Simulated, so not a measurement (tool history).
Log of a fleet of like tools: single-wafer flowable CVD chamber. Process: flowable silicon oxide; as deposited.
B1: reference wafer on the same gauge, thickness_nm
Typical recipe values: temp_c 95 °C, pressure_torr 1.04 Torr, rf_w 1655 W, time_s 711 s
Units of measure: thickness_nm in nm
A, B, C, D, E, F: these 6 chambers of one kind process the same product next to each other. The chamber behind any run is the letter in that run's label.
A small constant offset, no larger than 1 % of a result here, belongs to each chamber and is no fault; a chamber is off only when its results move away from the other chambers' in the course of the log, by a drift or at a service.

{"run": "1F", "hour": 7.0, "temp_c": 95, "pressure_torr": 1.04, "rf_w": 1655, "time_s": 711, "B1": 699.87, "thickness_nm": 677.99}
{"run": "2B", "hour": 12.4, "temp_c": 95, "pressure_torr": 1.04, "rf_w": 1655, "time_s": 711, "B1": 699.38, "thickness_nm": 671.26}
{"run": "3C", "hour": 20.6, "temp_c": 95, "pressure_torr": 1.04, "rf_w": 1655, "time_s": 711, "B1": 699.53, "thickness_nm": 668.32}
{"run": "4A", "hour": 28.8, "temp_c": 95, "pressure_torr": 1.04, "rf_w": 1655, "time_s": 711, "B1": 700.15, "thickness_nm": 673.22}
{"run": "5E", "hour": 36.0, "temp_c": 95, "pressure_torr": 1.04, "rf_w": 1655, "time_s": 711, "B1": 700.25, "thickness_nm": 672.52}
{"run": "6D", "hour": 42.9, "temp_c": 95, "pressure_torr": 1.04, "rf_w": 1655, "time_s": 711, "B1": 700.48, "thickness_nm": 672.51}
{"run": "7D", "hour": 50.3, "temp_c": 95, "pressure_torr": 1.04, "rf_w": 1655, "time_s": 711, "B1": 699.83, "thickness_nm": 676.58}
{"run": "8B", "hour": 59.9, "temp_c": 95, "pressure_torr": 1.04, "rf_w": 1655, "time_s": 711, "B1": 700, "thickness_nm": 676.85}
{"run": "9F", "hour": 68.7, "temp_c": 95, "pressure_torr": 1.04, "rf_w": 1655, "time_s": 711, "B1": 699.99, "thickness_nm": 675.53}
{"run": "10E", "hour": 77.8, "temp_c": 95, "pressure_torr": 1.04, "rf_w": 1655, "time_s": 711, "B1": 700.34, "thickness_nm": 674.08}
{"run": "11A", "hour": 86.9, "temp_c": 95, "pressure_torr": 1.04, "rf_w": 1655, "time_s": 711, "B1": 699.9, "thickness_nm": 667.44}
{"run": "12C", "hour": 95.3, "temp_c": 95, "pressure_torr": 1.04, "rf_w": 1655, "time_s": 711, "B1": 699.46, "thickness_nm": 665.75}
{"run": "13C", "hour": 100.8, "temp_c": 110, "pressure_torr": 1.04, "rf_w": 1655, "time_s": 627, "B1": 699.21, "thickness_nm": 358.48}
{"run": "14F", "hour": 106.6, "temp_c": 110, "pressure_torr": 1.04, "rf_w": 1655, "time_s": 627, "B1": 700.02, "thickness_nm": 360.84}
{"run": "15E", "hour": 112.2, "temp_c": 110, "pressure_torr": 1.04, "rf_w": 1655, "time_s": 627, "B1": 699.49, "thickness_nm": 360.67}
{"hour": 116.9, "done": "chamber F: RF generator calibrated"}
{"run": "16B", "hour": 117.8, "temp_c": 110, "pressure_torr": 1.04, "rf_w": 1655, "time_s": 627, "B1": 700.14, "thickness_nm": 361.88}
{"run": "17A", "hour": 124.2, "temp_c": 110, "pressure_torr": 1.04, "rf_w": 1655, "time_s": 627, "B1": 699.86, "thickness_nm": 363.21}
{"run": "18D", "hour": 131.2, "temp_c": 110, "pressure_torr": 1.04, "rf_w": 1655, "time_s": 627, "B1": 700.47, "thickness_nm": 360.28}
{"run": "19E", "hour": 136.2, "temp_c": 90, "pressure_torr": 0.79, "rf_w": 1655, "time_s": 711, "B1": 699.72, "thickness_nm": 573.57}
{"run": "20B", "hour": 143.1, "temp_c": 90, "pressure_torr": 0.79, "rf_w": 1655, "time_s": 711, "B1": 699.71, "thickness_nm": 567.97}
{"hour": 145.0, "done": "chamber A: capacitance manometer re-zeroed and calibrated"}
{"run": "21C", "hour": 149.5, "temp_c": 90, "pressure_torr": 0.79, "rf_w": 1655, "time_s": 711, "B1": 700.27, "thickness_nm": 562.13}
{"run": "22D", "hour": 157.9, "temp_c": 90, "pressure_torr": 0.79, "rf_w": 1655, "time_s": 711, "B1": 699.52, "thickness_nm": 561.15}
{"run": "23F", "hour": 167.5, "temp_c": 90, "pressure_torr": 0.79, "rf_w": 1655, "time_s": 711, "B1": 700.31, "thickness_nm": 563.34}
{"run": "24A", "hour": 176.8, "temp_c": 90, "pressure_torr": 0.79, "rf_w": 1655, "time_s": 711, "B1": 700.8, "thickness_nm": 571.22}
{"hour": 179.4, "done": "chamber A: RF generator calibrated"}
{"run": "25D", "hour": 181.3, "temp_c": 95, "pressure_torr": 1.04, "rf_w": 1655, "time_s": 711, "B1": 700.04, "thickness_nm": 676.29}
{"run": "26A", "hour": 187.4, "temp_c": 95, "pressure_torr": 1.04, "rf_w": 1655, "time_s": 711, "B1": 699.94, "thickness_nm": 671.95}
{"hour": 189.0, "done": "chamber D: capacitance manometer re-zeroed and calibrated"}
{"run": "27F", "hour": 195.1, "temp_c": 95, "pressure_torr": 1.04, "rf_w": 1655, "time_s": 711, "B1": 700.02, "thickness_nm": 674.53}
{"run": "28B", "hour": 199.9, "temp_c": 95, "pressure_torr": 1.04, "rf_w": 1655, "time_s": 711, "B1": 700.06, "thickness_nm": 679.53}
{"run": "29E", "hour": 207.7, "temp_c": 95, "pressure_torr": 1.04, "rf_w": 1655, "time_s": 711, "B1": 700.38, "thickness_nm": 672.12}
{"run": "30C", "hour": 215.1, "temp_c": 95, "pressure_torr": 1.04, "rf_w": 1655, "time_s": 711, "B1": 700.06, "thickness_nm": 664.42}
{"run": "31E", "hour": 221.9, "temp_c": 95, "pressure_torr": 1.04, "rf_w": 1655, "time_s": 711, "B1": 700.45, "thickness_nm": 671.3}
{"run": "32A", "hour": 229.2, "temp_c": 95, "pressure_torr": 1.04, "rf_w": 1655, "time_s": 711, "B1": 700.14, "thickness_nm": 676.32}
{"run": "33B", "hour": 235.0, "temp_c": 95, "pressure_torr": 1.04, "rf_w": 1655, "time_s": 711, "B1": 699.79, "thickness_nm": 677.51}
{"run": "34F", "hour": 244.5, "temp_c": 105, "pressure_torr": 1.04, "rf_w": 1655, "time_s": 711, "B1": 700.33, "thickness_nm": 483.25}
{"run": "35C", "hour": 252.9, "temp_c": 105, "pressure_torr": 1.04, "rf_w": 1655, "time_s": 711, "B1": 700.41, "thickness_nm": 478.15}
{"run": "36D", "hour": 262.1, "temp_c": 105, "pressure_torr": 1.04, "rf_w": 1655, "time_s": 711, "B1": 699.03, "thickness_nm": 482.73}
{"run": "37B", "hour": 267.6, "temp_c": 105, "pressure_torr": 1.04, "rf_w": 1655, "time_s": 711, "B1": 699.86, "thickness_nm": 481.59}
{"run": "38F", "hour": 277.4, "temp_c": 105, "pressure_torr": 1.04, "rf_w": 1655, "time_s": 711, "B1": 699.32, "thickness_nm": 480.61}
{"run": "39E", "hour": 286.7, "temp_c": 105, "pressure_torr": 1.04, "rf_w": 1655, "time_s": 711, "B1": 699.84, "thickness_nm": 478.11}
{"run": "40D", "hour": 296.2, "temp_c": 95, "pressure_torr": 1.04, "rf_w": 1655, "time_s": 711, "B1": 699.83, "thickness_nm": 672.25}
{"run": "41C", "hour": 304.7, "temp_c": 95, "pressure_torr": 1.04, "rf_w": 1655, "time_s": 711, "B1": 699.65, "thickness_nm": 672.78}
{"run": "42A", "hour": 312.1, "temp_c": 95, "pressure_torr": 1.04, "rf_w": 1655, "time_s": 711, "B1": 699.92, "thickness_nm": 669.82}
{"run": "43C", "hour": 320.0, "temp_c": 95, "pressure_torr": 0.85, "rf_w": 1655, "time_s": 829, "B1": 700.29, "thickness_nm": 608.3}

Is one chamber out of step, is the gauge drifting, or do the chambers differ by no more than their own small offsets? For an off chamber, give its letter and the likeliest cause.

The fleet is healthy, with each chamber sitting at its usual small offset and no drift in the gauge.
